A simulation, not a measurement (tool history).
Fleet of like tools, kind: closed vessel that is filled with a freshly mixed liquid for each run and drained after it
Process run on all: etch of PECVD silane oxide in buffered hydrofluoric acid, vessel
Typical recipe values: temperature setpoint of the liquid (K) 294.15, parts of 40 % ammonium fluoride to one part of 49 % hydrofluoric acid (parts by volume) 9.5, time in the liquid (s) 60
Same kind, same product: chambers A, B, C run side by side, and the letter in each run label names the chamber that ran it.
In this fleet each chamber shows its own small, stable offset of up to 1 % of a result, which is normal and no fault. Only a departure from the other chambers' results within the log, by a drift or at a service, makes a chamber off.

run   hour  temperature setpoint of the liquid (K)  parts of 40 % ammonium fluoride to one part of 49 % hydrofluoric acid (parts by volume)  time in the liquid (s)  read-back film thickness of the PECVD silane oxide reference wafer, read on the same gauge (nm)  thickness taken off the PECVD silane oxide on a monitor wafer (Å)
 1C   11.4                                  294.15                                                                                      9.5                      60                                                                                           139.98                                                             2658.8
 2A   26.3                                  294.15                                                                                      9.5                      60                                                                                           140.01                                                             2638.4
 3B   34.8                                  294.15                                                                                      9.5                      60                                                                                           140.05                                                             2672.7
 4C   45.8                                  294.15                                                                                      9.5                      60                                                                                           140.03                                                             2645.8
 5A   54.1                                  294.15                                                                                      9.5                      60                                                                                           140.01                                                             2632.4
 6B   61.1                                  294.15                                                                                      5.5                      60                                                                                           140.02                                                             4479.4
 7B   75.4                                  294.15                                                                                      5.5                      60                                                                                           140.01                                                             4416.0
 8A   85.3                                  294.15                                                                                      5.5                      60                                                                                           139.99                                                             4400.4
 9C   98.5                                  294.15                                                                                      9.5                      60                                                                                           139.98                                                             2682.9
10A  108.1                                  294.15                                                                                      9.5                      60                                                                                           140.04                                                             2665.2
11C  122.8                                  294.15                                                                                      9.5                      60                                                                                           140.00                                                             2646.7
12B  133.0                                  294.15                                                                                      9.5                      60                                                                                           139.98                                                             2664.8
13C  145.7                                  294.15                                                                                      9.5                      60                                                                                           139.98                                                             2602.1
14B  158.5                                  294.15                                                                                      9.5                      60                                                                                           139.99                                                             2613.2
15A  167.1                                  294.15                                                                                      9.5                      60                                                                                           139.99                                                             2698.2
16C  177.8                                  294.15                                                                                      9.5                      60                                                                                           139.99                                                             2558.6
17A  184.8                                  294.15                                                                                      9.5                      60                                                                                           139.99                                                             2637.4
18B  192.2                                  294.15                                                                                      9.5                      60                                                                                           139.98                                                             2655.1
19C  205.5                                  294.15                                                                                      9.5                      60                                                                                           140.02                                                             2515.1
20A  219.4                                  294.15                                                                                     11.5                      60                                                                                           140.03                                                             2210.7
21B  229.1                                  294.15                                                                                     11.5                      60                                                                                           140.00                                                             2237.9
22C  242.5                                  294.15                                                                                     11.5                      60                                                                                           140.04                                                             2036.0
23A  251.8                                  294.15                                                                                      9.5                      60                                                                                           140.00                                                             2611.7
24B  264.3                                  294.15                                                                                      9.5                      60                                                                                           140.01                                                             2669.7

Each of the 3 chambers runs these same settings next. Fill in every chamber's results:
25A  275.1                                  294.15                                                                                      9.5                      60                                                                                                                                                                   ?
25B  275.1                                  294.15                                                                                      9.5                      60                                                                                                                                                                   ?
25C  275.1                                  294.15                                                                                      9.5                      60                                                                                                                                                                   ?

run  thickness taken off the PECVD silane oxide on a monitor wafer (Å)
25A                                                             2630.6
25B                                                             2578.6
25C                                                             2384.7
